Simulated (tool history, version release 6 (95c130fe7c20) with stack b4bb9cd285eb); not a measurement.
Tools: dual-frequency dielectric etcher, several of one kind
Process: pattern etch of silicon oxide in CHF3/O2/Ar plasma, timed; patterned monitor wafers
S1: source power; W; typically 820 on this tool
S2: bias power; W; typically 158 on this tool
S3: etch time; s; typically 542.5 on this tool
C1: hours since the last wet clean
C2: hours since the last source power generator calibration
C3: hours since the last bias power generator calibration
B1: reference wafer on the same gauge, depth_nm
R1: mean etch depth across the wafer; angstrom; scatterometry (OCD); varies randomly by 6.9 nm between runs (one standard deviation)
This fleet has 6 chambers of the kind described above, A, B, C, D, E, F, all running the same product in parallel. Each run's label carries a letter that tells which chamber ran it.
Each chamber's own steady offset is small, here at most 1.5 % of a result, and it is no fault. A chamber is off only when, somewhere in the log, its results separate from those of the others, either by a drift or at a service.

| run | hour | S1 | S2 | S3 | C1 | C2 | C3 | B1 | R1 |
|---|---|---|---|---|---|---|---|---|---|
| 1B | 6.7 | 820 | 158 | 542.5 | 309.4 | 1498.3 | 1505.2 | 1171.0 | 11574.0 |
|  | 10.9 | chamber C: wet clean of the chamber |
| 2C | 11.5 | 820 | 158 | 542.5 | 0.7 | 3586.9 | 545.4 | 1170.2 | 11607.0 |
| 3F | 15.3 | 820 | 158 | 542.5 | 347.2 | 1085.2 | 1505.8 | 1170.6 | 11547.0 |
| 4D | 19.8 | 820 | 158 | 542.5 | 310.8 | 938.8 | 1441.6 | 1170.5 | 11535.0 |
| 5A | 26.9 | 820 | 158 | 542.5 | 191.0 | 2560.8 | 124.1 | 1170.5 | 11331.0 |
| 6E | 30.6 | 820 | 158 | 542.5 | 358.4 | 3166.9 | 695.6 | 1171.1 | 11444.0 |
| 7E | 34.2 | 820 | 158 | 542.5 | 362.0 | 3170.5 | 699.2 | 1169.2 | 11477.0 |
| 8F | 38.5 | 820 | 158 | 445.0 | 370.4 | 1108.4 | 1529.0 | 1170.6 | 9605.0 |
| 9C | 44.0 | 820 | 158 | 445.0 | 33.2 | 3619.4 | 577.9 | 1171.1 | 9526.4 |
| 10D | 51.0 | 820 | 158 | 445.0 | 342.0 | 970.0 | 1472.8 | 1171.7 | 9570.6 |
| 11B | 55.1 | 820 | 158 | 445.0 | 357.8 | 1546.7 | 1553.6 | 1170.6 | 9558.8 |
|  | 61.6 | chamber F: wet clean of the chamber |
| 12A | 61.8 | 820 | 158 | 445.0 | 225.9 | 2595.7 | 159.0 | 1168.2 | 9343.2 |
| 13F | 67.8 | 820 | 158 | 445.0 | 6.3 | 1137.7 | 1558.3 | 1170.7 | 9546.4 |
| 14E | 73.9 | 820 | 158 | 542.5 | 401.7 | 3210.2 | 738.9 | 1169.3 | 11578.0 |
| 15B | 80.2 | 820 | 158 | 542.5 | 382.9 | 1571.8 | 1578.7 | 1170.0 | 11669.0 |
| 16C | 84.6 | 740 | 158 | 634.5 | 73.8 | 3660.0 | 618.5 | 1171.1 | 13128.0 |
| 17A | 90.1 | 740 | 158 | 634.5 | 254.2 | 2624.0 | 187.3 | 1170.1 | 12787.0 |
| 18D | 93.5 | 740 | 158 | 634.5 | 384.5 | 1012.5 | 1515.3 | 1169.0 | 13226.0 |
| 19E | 100.2 | 740 | 158 | 634.5 | 428.0 | 3236.5 | 765.2 | 1169.3 | 12845.0 |
|  | 105.8 | chamber B: wet clean of the chamber |
| 20A | 106.5 | 740 | 158 | 634.5 | 270.6 | 2640.4 | 203.7 | 1169.9 | 12804.0 |
| 21F | 112.8 | 740 | 158 | 634.5 | 51.3 | 1182.7 | 1603.3 | 1169.4 | 12985.0 |
| 22D | 118.4 | 820 | 158 | 542.5 | 409.4 | 1037.4 | 1540.2 | 1170.2 | 11481.0 |
| 23B | 125.9 | 820 | 158 | 542.5 | 20.1 | 1617.5 | 1624.4 | 1169.8 | 11578.0 |
|  | 126.7 | chamber E: source power generator calibrated |
| 24C | 131.2 | 820 | 158 | 542.5 | 120.4 | 3706.6 | 665.1 | 1172.4 | 11637.0 |
| 25F | 136.8 | 820 | 158 | 542.5 | 75.3 | 1206.7 | 1627.3 | 1168.8 | 11554.0 |
| 26A | 141.0 | 820 | 158 | 542.5 | 305.1 | 2674.9 | 238.2 | 1170.8 | 11533.0 |
|  | 142.0 | chamber E: wet clean of the chamber |
| 27C | 147.8 | 820 | 158 | 542.5 | 137.0 | 3723.2 | 681.7 | 1168.8 | 11652.0 |
| 28B | 152.4 | 820 | 158 | 542.5 | 46.6 | 1644.0 | 1650.9 | 1169.6 | 11629.0 |
| 29E | 158.9 | 820 | 158 | 542.5 | 16.9 | 32.3 | 823.9 | 1170.7 | 11600.0 |
| 30D | 162.8 | 820 | 158 | 542.5 | 453.8 | 1081.8 | 1584.6 | 1168.4 | 11613.0 |
| 31D | 168.4 | 820 | 158 | 542.5 | 459.4 | 1087.4 | 1590.2 | 1171.6 | 11622.0 |
| 32B | 172.3 | 820 | 158 | 542.5 | 66.5 | 1663.9 | 1670.8 | 1169.9 | 11670.0 |
| 33A | 176.1 | 820 | 158 | 542.5 | 340.2 | 2710.0 | 273.3 | 1168.7 | 11874.0 |
| 34F | 179.9 | 820 | 158 | 542.5 | 118.4 | 1249.8 | 1670.4 | 1171.6 | 11560.0 |
| 35E | 184.3 | 820 | 134 | 449.5 | 42.3 | 57.7 | 849.3 | 1169.8 | 9040.7 |
| 36C | 188.3 | 820 | 134 | 449.5 | 177.5 | 3763.7 | 722.2 | 1169.0 | 9081.6 |
| 37A | 192.3 | 820 | 134 | 449.5 | 356.4 | 2726.2 | 289.5 | 1171.7 | 9298.9 |
|  | 196.8 | chamber A: source power generator calibrated |
| 38B | 197.7 | 820 | 134 | 449.5 | 91.9 | 1689.3 | 1696.2 | 1169.5 | 9128.0 |
| 39E | 203.2 | 820 | 134 | 449.5 | 61.2 | 76.6 | 868.2 | 1169.8 | 9004.1 |
| 40D | 208.5 | 820 | 134 | 449.5 | 499.5 | 1127.5 | 1630.3 | 1168.5 | 9211.1 |
| 41F | 212.1 | 820 | 158 | 542.5 | 150.6 | 1282.0 | 1702.6 | 1171.1 | 11585.0 |
|  | 215.6 | chamber B: source power generator calibrated |
| 42C | 217.5 | 820 | 158 | 542.5 | 206.7 | 3792.9 | 751.4 | 1168.3 | 11553.0 |
| 43A | 224.7 | 820 | 158 | 542.5 | 388.8 | 28.0 | 321.9 | 1168.3 | 11988.0 |
| 44B | 230.2 | 820 | 158 | 542.5 | 124.4 | 14.7 | 1728.7 | 1169.1 | 11658.0 |

Has any chamber moved away from the others, gradually or after a service, or does the common gauge drift, or do the chambers differ only by their own small steady offsets? State the chamber and the most likely cause if one applies.

It is chamber A that slowly wanders off from its peers.
Likeliest cause: etch rate over this chamber's usual, % = 5.16.

Chamber A could run next with any of the 4 candidate recipes listed below; each alters the usual settings, and their results appear as question marks. Which one brings its results back in line with what the other chambers deliver on the usual settings?
Maximum distance from the other chambers' mean on the usual settings for a result to count as in line: R1 240.0 angstrom
| 45A-1 | 235.6 | 730 | 143 | 542.5 |  |  |  |  | ? |
| 45A-2 | 235.6 | 830 | 159 | 558.5 |  |  |  |  | ? |
| 45A-3 | 235.6 | 820 | 157 | 525.0 |  |  |  |  | ? |
| 45A-4 | 235.6 | 830 | 160 | 575.5 |  |  |  |  | ? |

Mean of the other chambers on the usual settings: R1 11602.0 angstrom
| run | R1 |
|---|---|
| 45A-1 | 11154.0 |
| 45A-2 | 12477.0 |
| 45A-3 | 11627.0 |
| 45A-4 | 12882.0 |
The right change is 45A-3: it brings the chamber back within the allowed miss of the others.
